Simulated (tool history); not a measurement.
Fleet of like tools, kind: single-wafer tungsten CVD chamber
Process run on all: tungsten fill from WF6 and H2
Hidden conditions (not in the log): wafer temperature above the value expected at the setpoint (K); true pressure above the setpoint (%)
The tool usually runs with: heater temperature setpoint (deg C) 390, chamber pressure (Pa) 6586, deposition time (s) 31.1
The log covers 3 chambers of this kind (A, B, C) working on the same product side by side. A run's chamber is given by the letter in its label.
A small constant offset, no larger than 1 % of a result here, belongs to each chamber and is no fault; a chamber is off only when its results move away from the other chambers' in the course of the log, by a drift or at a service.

run,hour,heater temperature setpoint (deg C),chamber pressure (Pa),deposition time (s),hours since the last thermocouple change,hours since the last manometer calibration,"read-back reference wafer on the same gauge, thickness_nm",mean film thickness on the monitor wafer (nm)
1C,5.0,390,6586,31.1,925.8,727.5,96.380,92.742
2B,12.4,390,6586,31.1,108.6,719.3,96.284,93.218
3A,17.8,390,6586,31.1,733.8,760.9,96.337,95.392
4C,25.6,390,6586,31.1,946.4,748.1,96.230,93.619
5A,30.1,390,6586,31.1,746.1,773.2,96.275,94.064
6B,36.0,390,6586,31.1,132.2,742.9,96.295,93.820
7B,44.2,390,6586,31.1,140.4,751.1,96.132,93.313
8A,50.7,390,6586,31.1,766.7,793.8,96.294,94.750
9C,56.3,398,7679,31.1,977.1,778.8,96.163,115.630
10B,61.9,398,7679,31.1,158.1,768.8,96.308,117.800
11C,67.9,398,7679,31.1,988.7,790.4,96.354,117.370
12A,71.9,390,6586,31.1,787.9,815.0,96.392,93.832
13A,76.2,390,6586,31.1,792.2,819.3,96.293,95.246
14B,82.7,390,6586,31.1,178.9,789.6,96.282,93.848
15C,89.8,390,6586,31.1,1010.6,812.3,96.360,93.723
16B,97.9,390,6586,31.1,194.1,804.8,96.192,93.940
17A,102.8,390,6586,31.1,818.8,845.9,96.474,94.648
18C,108.0,390,6586,31.1,1028.8,830.5,96.293,92.364
19B,112.2,390,6586,31.1,208.4,819.1,96.413,94.414
20C,116.9,390,6586,31.1,1037.7,839.4,96.323,93.364
21A,124.7,390,6586,31.1,840.7,867.8,96.167,94.160
22B,130.4,385,6586,31.1,226.6,837.3,96.191,85.039
23A,138.3,385,6586,31.1,854.3,881.4,96.186,85.548
24C,142.6,385,6586,31.1,1063.4,865.1,96.327,84.076
25A,149.0,390,6586,31.1,865.0,892.1,96.176,94.656
26B,157.0,390,6586,31.1,253.2,863.9,96.402,93.976
27C,162.1,390,6586,31.1,1082.9,884.6,96.193,93.859
28C,170.3,390,6586,31.1,1091.1,892.8,96.369,93.408
29A,175.1,390,6586,31.1,891.1,918.2,96.294,93.825
30B,180.3,390,6586,31.1,276.5,887.2,96.452,93.717
31B,185.5,390,6586,31.1,281.7,892.4,96.183,93.622
32A,189.9,390,6586,31.1,905.9,933.0,96.436,94.595
33C,195.5,390,6586,31.1,1116.3,918.0,96.260,93.754
34A,201.5,390,6586,31.1,917.5,944.6,96.230,94.264
35B,206.9,390,6586,31.1,303.1,913.8,96.290,93.833
36C,211.7,390,6586,31.1,1132.5,934.2,96.207,92.364
37C,215.7,390,6586,31.1,1136.5,938.2,96.371,94.522
38A,222.4,390,6586,31.1,938.4,965.5,96.290,95.331

Is one chamber out of step, is the gauge drifting, or do the chambers differ by no more than their own small offsets? For an off chamber, give its letter and the likeliest cause.

No chamber stands off beyond its own small offset, and the gauge holds steady.

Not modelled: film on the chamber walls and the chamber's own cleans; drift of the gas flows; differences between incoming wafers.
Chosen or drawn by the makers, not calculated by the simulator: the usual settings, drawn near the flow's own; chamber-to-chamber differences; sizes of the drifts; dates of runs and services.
